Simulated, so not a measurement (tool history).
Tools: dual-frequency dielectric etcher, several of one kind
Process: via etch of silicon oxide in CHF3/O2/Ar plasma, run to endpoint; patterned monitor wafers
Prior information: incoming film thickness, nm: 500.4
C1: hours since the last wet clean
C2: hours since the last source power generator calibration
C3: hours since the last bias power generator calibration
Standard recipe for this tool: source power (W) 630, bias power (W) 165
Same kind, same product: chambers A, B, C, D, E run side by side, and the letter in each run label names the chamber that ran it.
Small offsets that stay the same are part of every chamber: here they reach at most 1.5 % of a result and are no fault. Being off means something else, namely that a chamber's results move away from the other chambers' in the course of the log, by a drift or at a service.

Run 1C, hour 9: usual settings; C1 439.8; C2 832.2; C3 407.2. Result: endpoint time (s) 255.38.
Run 2B, hour 13.8: usual settings; C1 146; C2 340.9; C3 189.8. Result: endpoint time (s) 253.17.
Run 3D, hour 20.4: usual settings; C1 140.1; C2 1476.2; C3 2803.9. Result: endpoint time (s) 258.19.
Run 4E, hour 29.3: usual settings; C1 403.2; C2 155.3; C3 1837.2. Result: endpoint time (s) 253.5.
Run 5A, hour 37.5: usual settings; C1 109; C2 970.6; C3 1620.7. Result: endpoint time (s) 253.98.
Run 6C, hour 45.7: usual settings; C1 476.5; C2 868.9; C3 443.9. Result: endpoint time (s) 254.47.
Run 7D, hour 55.4: usual settings; C1 175.1; C2 1511.2; C3 2838.9. Result: endpoint time (s) 259.42.
Run 8E, hour 60.3: usual settings; C1 434.2; C2 186.3; C3 1868.2. Result: endpoint time (s) 256.44.
Run 9B, hour 65.2: usual settings; C1 197.4; C2 392.3; C3 241.2. Result: endpoint time (s) 254.48.
Run 10A, hour 73.4: usual settings; C1 144.9; C2 1006.5; C3 1656.6. Result: endpoint time (s) 253.39.
Run 11D, hour 81.1: usual settings; C1 200.8; C2 1536.9; C3 2864.6. Result: endpoint time (s) 258.06.
Run 12E, hour 88.4: usual settings; C1 462.3; C2 214.4; C3 1896.3. Result: endpoint time (s) 253.9.
Run 13B, hour 94.3: usual settings; C1 226.5; C2 421.4; C3 270.3. Result: endpoint time (s) 253.75.
Run 14A, hour 99.6: usual settings but bias power (W) 126; C1 171.1; C2 1032.7; C3 1682.8. Result: endpoint time (s) 273.96.
At hour 103.5: chamber E: wet clean of the chamber.
Run 15C, hour 108.7: usual settings but bias power (W) 126; C1 539.5; C2 931.9; C3 506.9. Result: endpoint time (s) 279.74.
Run 16A, hour 118.2: usual settings but bias power (W) 126; C1 189.7; C2 1051.3; C3 1701.4. Result: endpoint time (s) 274.95.
Run 17E, hour 122.5: usual settings but bias power (W) 126; C1 19.1; C2 248.5; C3 1930.4. Result: endpoint time (s) 264.49.
Run 18C, hour 128: usual settings but bias power (W) 126; C1 558.8; C2 951.2; C3 526.2. Result: endpoint time (s) 280.66.
At hour 130.7: chamber C: wet clean of the chamber.
Run 19B, hour 137.4: usual settings; C1 269.6; C2 464.5; C3 313.4. Result: endpoint time (s) 254.9.
Run 20D, hour 143.6: usual settings; C1 263.3; C2 1599.4; C3 2927.1. Result: endpoint time (s) 257.24.
Run 21B, hour 147.9: usual settings; C1 280.1; C2 475; C3 323.9. Result: endpoint time (s) 253.72.
Run 22E, hour 152.4: usual settings but source power (W) 690, bias power (W) 195; C1 49; C2 278.4; C3 1960.3. Result: endpoint time (s) 220.75.
Run 23A, hour 159.7: usual settings but source power (W) 690, bias power (W) 195; C1 231.2; C2 1092.8; C3 1742.9. Result: endpoint time (s) 231.15.
Run 24C, hour 167.3: usual settings but source power (W) 690, bias power (W) 195; C1 36.6; C2 990.5; C3 565.5. Result: endpoint time (s) 233.61.
Run 25D, hour 174.9: usual settings but source power (W) 690, bias power (W) 195; C1 294.6; C2 1630.7; C3 2958.4. Result: endpoint time (s) 236.08.
Run 26E, hour 180.5: usual settings but source power (W) 690, bias power (W) 195; C1 77.1; C2 306.5; C3 1988.4. Result: endpoint time (s) 221.73.
Run 27C, hour 189.6: usual settings; C1 58.9; C2 1012.8; C3 587.8. Result: endpoint time (s) 253.69.
Run 28D, hour 195: usual settings; C1 314.7; C2 1650.8; C3 2978.5. Result: endpoint time (s) 257.9.
Run 29B, hour 199.5: usual settings; C1 331.7; C2 526.6; C3 375.5. Result: endpoint time (s) 253.15.
Run 30A, hour 207.6: usual settings; C1 279.1; C2 1140.7; C3 1790.8. Result: endpoint time (s) 251.62.
Run 31B, hour 212.3: usual settings; C1 344.5; C2 539.4; C3 388.3. Result: endpoint time (s) 252.87.
Run 32E, hour 221.2: usual settings; C1 117.8; C2 347.2; C3 2029.1. Result: endpoint time (s) 245.05.
Run 33D, hour 228.1: usual settings; C1 347.8; C2 1683.9; C3 3011.6. Result: endpoint time (s) 255.72.

Predict what each chamber gives when all 5 of them run the settings below next.
Run 34A, hour 235.1: usual settings. Result: endpoint time (s) ?.
Run 34B, hour 235.1: usual settings. Result: endpoint time (s) ?.
Run 34C, hour 235.1: usual settings. Result: endpoint time (s) ?.
Run 34D, hour 235.1: usual settings. Result: endpoint time (s) ?.
Run 34E, hour 235.1: usual settings. Result: endpoint time (s) ?.

run  endpoint time (s)
34A             252.52
34B             253.55
34C             254.84
34D             257.19
34E             243.56
